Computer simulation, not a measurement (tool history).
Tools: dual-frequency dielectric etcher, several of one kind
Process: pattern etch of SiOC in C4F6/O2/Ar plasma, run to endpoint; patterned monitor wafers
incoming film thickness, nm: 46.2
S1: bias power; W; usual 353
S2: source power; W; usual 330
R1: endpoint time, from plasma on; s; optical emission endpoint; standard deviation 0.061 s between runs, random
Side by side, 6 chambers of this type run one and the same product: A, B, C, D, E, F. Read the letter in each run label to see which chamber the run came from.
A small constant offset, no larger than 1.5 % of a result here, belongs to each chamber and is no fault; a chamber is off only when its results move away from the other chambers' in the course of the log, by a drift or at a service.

Run 1A, hour 4.4: usual settings. Result: R1 19.145 s.
Run 2E, hour 7.6: usual settings. Result: R1 18.957 s.
Run 3D, hour 11.2: usual settings. Result: R1 18.917 s.
Run 4F, hour 15.4: usual settings. Result: R1 18.902 s.
Run 5B, hour 21: usual settings. Result: R1 18.831 s.
Run 6C, hour 24: usual settings but S2 300 W. Result: R1 19.322 s.
Run 7A, hour 29.2: usual settings but S2 300 W. Result: R1 19.791 s.
Run 8C, hour 33: usual settings but S2 300 W. Result: R1 19.478 s.
At hour 34.7: chamber C: source power generator calibrated.
Run 9D, hour 36.7: usual settings but S2 300 W. Result: R1 19.556 s.
Run 10F, hour 41.3: usual settings but S2 300 W. Result: R1 19.554 s.
Run 11B, hour 46.8: usual settings but S2 300 W. Result: R1 19.419 s.
Run 12E, hour 50.4: usual settings. Result: R1 19.194 s.
Run 13A, hour 54.3: usual settings but S1 382 W. Result: R1 18.394 s.
Run 14C, hour 59.5: usual settings but S1 382 W. Result: R1 18.182 s.
Run 15B, hour 63.4: usual settings but S1 382 W. Result: R1 18.235 s.
Run 16E, hour 69: usual settings but S1 382 W. Result: R1 18.511 s.
Run 17D, hour 72.4: usual settings but S1 382 W. Result: R1 18.345 s.
Run 18F, hour 77: usual settings but S1 382 W. Result: R1 18.323 s.
Run 19E, hour 82.8: usual settings. Result: R1 19.096 s.
Run 20D, hour 88.3: usual settings. Result: R1 18.822 s.
Run 21F, hour 91: usual settings. Result: R1 18.816 s.
Run 22B, hour 95.1: usual settings. Result: R1 18.84 s.
Run 23C, hour 99.6: usual settings. Result: R1 18.796 s.
Run 24A, hour 104.6: usual settings. Result: R1 19.034 s.
Run 25C, hour 110.6: usual settings. Result: R1 18.718 s.
Run 26F, hour 114.3: usual settings. Result: R1 18.9 s.
Run 27E, hour 119.7: usual settings. Result: R1 19.203 s.
Run 28D, hour 123.4: usual settings. Result: R1 18.793 s.
Run 29B, hour 126.1: usual settings. Result: R1 18.866 s.
At hour 127.7: chamber C: wet clean of the chamber.
Run 30A, hour 129.8: usual settings but S1 322 W, S2 300 W. Result: R1 20.502 s.
Run 31C, hour 133.4: usual settings but S1 322 W, S2 300 W. Result: R1 20.092 s.
Run 32B, hour 136.5: usual settings but S1 322 W, S2 300 W. Result: R1 20.177 s.
Run 33D, hour 141.4: usual settings but S1 322 W, S2 300 W. Result: R1 20.157 s.
Run 34A, hour 144.3: usual settings but S1 322 W, S2 300 W. Result: R1 20.52 s.
Run 35F, hour 147.2: usual settings but S1 322 W, S2 300 W. Result: R1 20.309 s.
Run 36E, hour 152.4: usual settings. Result: R1 19.051 s.
Run 37A, hour 158: usual settings. Result: R1 18.926 s.
Run 38C, hour 162.4: usual settings. Result: R1 18.87 s.
Run 39F, hour 165.7: usual settings. Result: R1 18.874 s.
Run 40B, hour 171.3: usual settings. Result: R1 18.804 s.

Each of the 6 chambers runs these same settings next. Fill in every chamber's results:
Run 41A, hour 175.7: usual settings. Result: R1 ?.
Run 41B, hour 175.7: usual settings. Result: R1 ?.
Run 41C, hour 175.7: usual settings. Result: R1 ?.
Run 41D, hour 175.7: usual settings. Result: R1 ?.
Run 41E, hour 175.7: usual settings. Result: R1 ?.
Run 41F, hour 175.7: usual settings. Result: R1 ?.

run      R1
41A  18.968
41B  18.837
41C  18.718
41D  18.855
41E  19.082
41F    18.9
